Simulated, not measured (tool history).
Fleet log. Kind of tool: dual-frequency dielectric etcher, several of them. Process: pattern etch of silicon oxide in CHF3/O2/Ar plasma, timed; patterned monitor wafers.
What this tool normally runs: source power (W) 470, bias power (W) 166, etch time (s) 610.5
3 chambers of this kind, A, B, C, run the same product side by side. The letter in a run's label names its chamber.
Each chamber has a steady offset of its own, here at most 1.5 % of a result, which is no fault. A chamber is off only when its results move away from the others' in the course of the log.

run,hour,source power (W),bias power (W),etch time (s),"read-back reference wafer on the same gauge, depth_nm",mean etch depth across the wafer (Å)
1B,6.6,470,166,610.5,1198.8,10731
2A,11.9,470,166,610.5,1198.6,10706
3C,16.3,470,166,610.5,1199.5,10538
4C,23.5,470,166,610.5,1198.8,10551
5B,29.7,470,166,610.5,1198.1,10662
6A,34.4,470,166,610.5,1197.9,10674
# hour 35.8: chamber C: wet clean of the chamber
7A,41.2,520,166,610.5,1197.4,11088
8B,47.7,520,166,610.5,1197.1,11093
9C,56.3,520,166,610.5,1196.5,10968
10B,60.7,470,166,610.5,1196.5,10657
11A,67.9,470,166,610.5,1196,10661
12C,76.8,470,166,610.5,1195.7,10538
13B,81,470,166,610.5,1196.1,10695
14C,90.1,470,166,610.5,1195.5,10525
# hour 93: chamber B: wet clean of the chamber
15A,97.9,470,166,610.5,1194.4,10651
16C,103,470,166,610.5,1194.3,10491
17B,110.2,470,166,610.5,1193.4,10630
18A,117,470,166,610.5,1192.9,10645
19B,123.6,470,166,610.5,1193.1,10645
20A,130.5,470,166,610.5,1192.7,10657
21C,137.6,470,166,610.5,1192.6,10500
22B,143.3,470,166,610.5,1191.4,10650
23C,147.7,470,166,610.5,1192.1,10514

All 3 chambers run these settings next. Forecast each chamber's results:
24A,154.6,470,166,610.5,,?
24B,154.6,470,166,610.5,,?
24C,154.6,470,166,610.5,,?

run,mean etch depth across the wafer (Å)
24A,10611
24B,10658
24C,10484

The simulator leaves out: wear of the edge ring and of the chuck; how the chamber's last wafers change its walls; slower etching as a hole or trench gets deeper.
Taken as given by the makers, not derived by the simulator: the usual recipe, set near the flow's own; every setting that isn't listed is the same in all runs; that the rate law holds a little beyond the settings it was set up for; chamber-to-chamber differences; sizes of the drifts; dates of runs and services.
